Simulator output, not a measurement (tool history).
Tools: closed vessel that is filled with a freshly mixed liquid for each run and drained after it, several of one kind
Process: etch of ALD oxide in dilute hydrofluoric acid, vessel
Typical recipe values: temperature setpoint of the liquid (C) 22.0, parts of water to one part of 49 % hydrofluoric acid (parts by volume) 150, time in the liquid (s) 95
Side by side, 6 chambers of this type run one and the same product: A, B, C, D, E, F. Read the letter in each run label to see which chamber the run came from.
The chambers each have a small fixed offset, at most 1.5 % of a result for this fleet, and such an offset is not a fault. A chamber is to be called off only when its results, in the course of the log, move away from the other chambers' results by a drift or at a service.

run	hour	temperature setpoint of the liquid (C)	parts of water to one part of 49 % hydrofluoric acid (parts by volume)	time in the liquid (s)	hours since the thermometer was replaced	hours since the hydrofluoric acid flow meter was replaced	read-back film thickness of the ALD oxide reference wafer, read on the same gauge (nm)	thickness taken off the ALD oxide on a monitor wafer (nm)
1C	7.8	22.0	150	95	1494.2	71.2	79.995	10.8760
# hour 12.3: chamber F: hydrofluoric acid flow meter replaced
2A	15.8	22.0	150	95	199.6	790.3	80.020	10.9630
3B	22.0	22.0	150	95	212.8	608.8	79.991	10.8990
4D	28.7	22.0	150	95	938.8	844.7	80.000	10.9830
5F	36.6	22.0	150	95	936.8	24.4	80.037	11.2100
6E	40.4	22.0	150	95	394.6	1021.7	80.014	10.8080
7A	47.7	22.0	150	95	231.5	822.2	80.013	10.9900
8D	52.3	22.0	150	95	962.4	868.3	79.998	10.9520
# hour 54.2: chamber E: hydrofluoric acid flow meter replaced
9F	56.5	22.0	150	95	956.7	44.3	80.040	10.9840
10B	62.9	20.5	125	95	253.7	649.7	79.983	12.5460
11E	69.4	20.5	125	95	423.6	15.3	79.997	12.8190
12C	76.9	20.5	125	95	1563.3	140.3	80.002	12.7640
13E	83.8	20.5	125	95	438.0	29.7	79.979	12.7030
14C	89.1	20.5	125	95	1575.5	152.5	79.997	12.6920
15B	96.1	20.5	125	95	286.9	682.9	80.026	12.6600
16A	102.0	22.0	150	95	285.8	876.5	79.990	11.1290
17D	108.5	22.0	150	95	1018.6	924.5	79.989	11.1180
18F	115.8	22.0	200	140	1016.0	103.6	80.006	11.6980
19D	121.8	22.0	200	140	1031.9	937.8	80.028	11.5090
20A	126.1	22.0	200	140	309.9	900.6	79.982	11.7850
21E	133.6	22.0	200	140	487.8	79.5	80.015	11.3610
22F	138.3	22.0	200	140	1038.5	126.1	80.014	11.5140
23B	144.0	22.0	200	140	334.8	730.8	79.955	11.3390
24C	149.0	22.0	150	95	1635.4	212.4	80.022	10.9180
25F	156.5	22.0	150	95	1056.7	144.3	80.007	11.0390
26C	161.8	22.0	150	95	1648.2	225.2	80.001	11.0070
27B	169.0	22.0	125	70	359.8	755.8	79.989	9.9828
28D	173.0	22.0	125	70	1083.1	989.0	79.964	10.2180
29A	179.4	22.0	125	70	363.2	953.9	79.972	10.3510
30E	183.5	22.0	125	70	537.7	129.4	80.006	9.9295
31E	188.4	22.0	125	70	542.6	134.3	79.992	9.8860
32C	194.0	22.0	125	70	1680.4	257.4	79.993	9.9000
33A	200.1	22.0	150	95	383.9	974.6	80.007	11.4740
34B	205.0	22.0	150	95	395.8	791.8	80.001	10.8340
35D	213.6	22.0	150	95	1123.7	1029.6	80.013	11.0260
36F	218.9	22.0	150	95	1119.1	206.7	80.003	11.1450
37C	224.8	22.0	150	95	1711.2	288.2	80.023	10.8860
38D	229.9	22.0	150	95	1140.0	1045.9	79.985	11.0290
39F	234.0	22.0	150	95	1134.2	221.8	80.020	11.1110
40A	241.8	22.0	150	95	425.6	1016.3	80.017	11.8010

One chamber off, gauge drift, or nothing amiss beyond the chambers' own small offsets? If it is a chamber, which one, and what is the likeliest cause?

Little by little, chamber A moves away from the other chambers.
Likeliest cause: hydrofluoric acid flow above the setpoint (%) = 5.56.
From this log alone, it may not be told apart from: liquid hotter than its thermometer reads (K).

Which of the 4 candidates below, each the usual settings with something changed and its results left as question marks, puts chamber A back in line with what the other chambers give on the usual settings?
In line here means within this much of the mean the other chambers give on the usual settings: thickness taken off the ALD oxide on a monitor wafer (nm) 0.2700
41A-1	248.2	23.5	150	95				?
41A-2	248.2	18.5	150	95				?
41A-3	248.2	22.0	150	110				?
41A-4	248.2	22.0	160	95				?

The mean the other chambers reach with the usual settings: thickness taken off the ALD oxide on a monitor wafer (nm) 10.9580
run	thickness taken off the ALD oxide on a monitor wafer (nm)
41A-1	12.3480
41A-2	10.1370
41A-3	13.4920
41A-4	10.8020
41A-4 is the one that brings the chamber's results back in line with the other chambers.

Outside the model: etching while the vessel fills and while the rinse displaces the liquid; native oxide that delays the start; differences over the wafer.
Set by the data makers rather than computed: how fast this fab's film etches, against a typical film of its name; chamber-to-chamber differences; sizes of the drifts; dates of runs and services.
